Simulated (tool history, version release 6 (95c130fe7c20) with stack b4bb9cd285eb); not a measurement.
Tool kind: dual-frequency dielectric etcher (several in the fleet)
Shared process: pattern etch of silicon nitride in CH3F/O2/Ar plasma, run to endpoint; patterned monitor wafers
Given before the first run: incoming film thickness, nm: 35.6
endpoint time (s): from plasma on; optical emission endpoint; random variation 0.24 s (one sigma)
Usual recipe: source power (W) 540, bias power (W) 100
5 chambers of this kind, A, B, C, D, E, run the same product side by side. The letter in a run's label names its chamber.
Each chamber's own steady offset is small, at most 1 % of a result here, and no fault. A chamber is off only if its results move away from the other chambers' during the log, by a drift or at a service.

run   hour  source power (W)  bias power (W)  endpoint time (s)
 1B    4.6               540             100             40.745
 2D    7.2               540             100             41.507
 3A   10.8               540             100             41.174
 4E   14.9               540             100             41.555
 5C   17.1               540             100             41.149
 6C   21.8               540             100             41.346
 7E   24.4               540             100             41.308
 8A   26.9               540             100             41.405
 9D   29.2               540             100             41.357
10B   33.0               540             100             40.880
11E   35.5               540             100             41.097
12C   38.2               540             100             41.088
13B   41.7               540             100             40.417
14D   45.5               540             100             41.073
      46.7  -- chamber C: wet clean of the chamber
15A   48.3               610             121             36.873
16C   52.1               610             121             37.007
17D   56.4               610             121             36.937
18B   60.5               610             121             36.553
19A   63.6               610             121             36.755
20E   68.0               540             100             41.268
21D   72.0               540             100             41.800
22B   75.5               540             100             40.884
23C   78.6               540             100             41.107
24A   81.8               540             100             41.248
      82.9  -- chamber B: bias power generator calibrated
25E   84.5               540             100             41.178
26B   89.1               540             100             41.281
27E   92.3               540             100             41.471
      93.3  -- chamber D: wet clean of the chamber
28A   95.1               540             100             41.311
      98.6  -- chamber E: wet clean of the chamber
29D   98.9               540             100             41.222
30C  101.7               540             100             40.664
31B  103.9               540             100             40.738
32E  106.8               540             100             41.573
33C  110.3               540              79             44.844
34D  113.9               540              79             44.524
35A  116.3               540              79             44.846
36B  119.6               540              79             44.190

Is one chamber out of step, is the gauge drifting, or do the chambers differ by no more than their own small offsets? For an off chamber, give its letter and the likeliest cause.

Nothing is wrong: each chamber keeps only its own small, steady offset and the gauge holds still.
